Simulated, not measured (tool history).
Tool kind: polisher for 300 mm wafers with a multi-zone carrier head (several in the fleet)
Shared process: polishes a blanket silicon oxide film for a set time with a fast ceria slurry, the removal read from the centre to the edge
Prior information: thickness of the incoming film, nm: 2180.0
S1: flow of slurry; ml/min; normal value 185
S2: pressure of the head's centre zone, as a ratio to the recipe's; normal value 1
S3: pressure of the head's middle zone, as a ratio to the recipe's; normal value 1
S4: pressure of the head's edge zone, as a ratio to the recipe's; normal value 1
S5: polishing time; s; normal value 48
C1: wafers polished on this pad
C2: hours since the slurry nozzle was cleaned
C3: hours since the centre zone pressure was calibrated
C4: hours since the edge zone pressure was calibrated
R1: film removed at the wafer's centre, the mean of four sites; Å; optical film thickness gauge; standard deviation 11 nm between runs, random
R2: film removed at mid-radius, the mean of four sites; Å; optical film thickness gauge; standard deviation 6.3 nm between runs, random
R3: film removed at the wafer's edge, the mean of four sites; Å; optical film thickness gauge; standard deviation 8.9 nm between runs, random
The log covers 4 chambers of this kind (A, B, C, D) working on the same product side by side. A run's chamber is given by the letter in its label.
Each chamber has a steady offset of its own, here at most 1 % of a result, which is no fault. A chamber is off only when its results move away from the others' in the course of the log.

run  hour   S1  S2  S3    S4  S5    C1     C2     C3     C4      R1      R2      R3
 1B   4.5  185   1   1     1  48   304     43  432.3  494.8  8025.6  8358.4  8339.6
      6.1  -- chamber D: slurry nozzle cleaned
      6.5  -- chamber C: worn pad replaced by a new one
 2C   8.3  185   1   1     1  48    16  380.8  501.7  117.1  8453.5    8292  8309.1
 3D  11.4  185   1   1     1  48   411    5.3  485.4  108.2    8419  8275.5  8295.3
 4A    16  185   1   1     1  48   224  227.4  619.9  330.7  8405.6  8206.5  8231.4
 5C  18.3  230   1   1     1  58   109  390.8  511.7  127.1   10367   10352   10202
 6A    22  230   1   1     1  58   279  233.4  625.9  336.7   10412   10338   10149
 7B  26.4  230   1   1     1  58   506   64.9  454.2  516.7   10346   10251   10429
 8D    29  230   1   1     1  58   574   22.9    503  125.8   10757   10331   10053
 9A  32.8  185   1   1     1  48   379  244.2  636.7  347.5  8386.1  8286.6  8115.7
10C  36.5  185   1   1     1  48   277    409  529.9  145.3    8375  8208.4  8198.7
11B  40.2  185   1   1     1  48   634   78.7    468  530.5    8198  8313.3  8417.4
12D  44.6  185   1   1     1  48   719   38.5  518.6  141.4  8119.4  8221.2  8058.5
13D  48.1  185   1   1     1  48   751     42  522.1  144.9  8216.4  8097.1  8020.7
14A  50.9  185   1   1     1  48   547  262.3  654.8  365.6  8149.1  8268.5  8375.3
15B  54.9  185   1   1     1  48   770   93.4  482.7  545.2  8321.2  8241.2  8201.9
16C    59  185   1   1     1  48   486  431.5  552.4  167.8  8322.9  8164.5  8141.2
17C  62.8  185   1   1  0.94  36   521  435.3  556.2  171.6  6253.7  6207.8  6030.5
     65.5  -- chamber A: worn pad replaced by a new one
18D  66.3  185   1   1  0.94  36   920   60.2  540.3  163.1  5923.5  5869.7  5718.3
19A  69.5  185   1   1  0.94  36    37  280.9  673.4  384.2  6250.5  6206.4  5961.7
20B  73.2  185   1   1  0.94  36   940  111.7    501  563.5  6155.3  6244.1  6114.4
21D  76.3  185   1   1     1  48  1012   70.2  550.3  173.1  7778.3  7615.6  7439.5
22B  79.7  185   1   1     1  48  1000  118.2  507.5    570  8049.9  8338.4  8370.9
23A  82.7  185   1   1     1  48   160  294.1  686.6  397.4  8258.4  8450.5    8414
       85  -- chamber A: slurry nozzle cleaned
24C    85  185   1   1     1  48   727  457.5  578.4  193.8  8312.7  8234.2  8296.1
     86.6  -- chamber B: edge zone pressure recalibrated
     88.2  -- chamber B: worn pad replaced by a new one
25A  88.7  185   1   1     1  48   215    3.7  692.6  403.4  8322.6  8240.1  8217.7
26B  91.2  185   1   1     1  48    27  129.7    519    4.6  8213.4  8388.3  8260.6
27C  93.9  185   1   1     1  48   809  466.4  587.3  202.7    8321  8217.8    8400

Next, all 4 chambers run the settings below, one line each with question marks for the results. What does each chamber give?
28A  97.5  185   1   1  1.05  48                   ?   ?   ?
28B  97.5  185   1   1  1.05  48                   ?   ?   ?
28C  97.5  185   1   1  1.05  48                   ?   ?   ?
28D  97.5  185   1   1  1.05  48                   ?   ?   ?

run      R1      R2      R3
28A    8324  8291.5  8496.3
28B  8168.2    8262  8427.5
28C  8197.4  8297.8  8555.6
28D  7342.6  7285.9  7394.4
